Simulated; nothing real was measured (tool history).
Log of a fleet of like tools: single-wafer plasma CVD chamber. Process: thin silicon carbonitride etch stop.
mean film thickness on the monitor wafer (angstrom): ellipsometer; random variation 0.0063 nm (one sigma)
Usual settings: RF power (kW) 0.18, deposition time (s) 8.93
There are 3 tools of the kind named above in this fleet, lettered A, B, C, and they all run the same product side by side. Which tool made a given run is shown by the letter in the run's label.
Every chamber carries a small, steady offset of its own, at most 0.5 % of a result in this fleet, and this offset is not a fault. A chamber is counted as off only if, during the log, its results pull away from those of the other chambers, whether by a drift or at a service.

run	day	RF power (kW)	deposition time (s)	read-back reference wafer on the same gauge, thickness_nm	mean film thickness on the monitor wafer (angstrom)
# day 0.4: chamber B: thermocouple changed; heater temperature recalibrated
1C	0.417	0.18	8.93	4.0291	49.083
2B	0.712	0.18	8.93	4.0295	48.91
3A	0.979	0.18	8.93	4.0271	49.134
4B	1.3	0.18	8.93	4.0255	49.1
5A	1.6	0.18	8.93	4.026	49.166
6C	1.892	0.18	8.93	4.0254	49.162
7B	2.175	0.18	8.93	4.0253	49.196
8A	2.383	0.18	8.93	4.0233	49.263
9C	2.625	0.18	8.93	4.0239	49.016
10B	2.996	0.18	8.93	4.0217	48.996
11A	3.225	0.18	10.45	4.0223	57.5
12C	3.492	0.18	10.45	4.0203	57.409
13C	3.888	0.18	10.45	4.018	57.321
14B	4.158	0.18	8.93	4.0185	48.937
15A	4.533	0.18	8.93	4.0174	49.152
16B	4.954	0.18	8.93	4.0171	49.039
17C	5.325	0.18	8.93	4.0158	49.098
18A	5.65	0.18	8.93	4.0146	49.047
19B	6.038	0.18	8.93	4.0155	48.895
20C	6.442	0.18	8.93	4.0128	48.982
21A	6.658	0.18	8.93	4.0124	49.044
22A	6.954	0.18	8.93	4.0112	49.077
23B	7.25	0.18	8.93	4.0095	48.913
24C	7.592	0.18	8.93	4.0102	48.871

Does one chamber stand apart from the rest, does the shared gauge drift, or is all well apart from small per-chamber offsets? Give the chamber and the most likely cause, where there is one.

Every chamber seems to shift together because the gauge that measures them all drifts; the chambers themselves are fine.
Likeliest cause: gauge reads low (%) = 0.532.
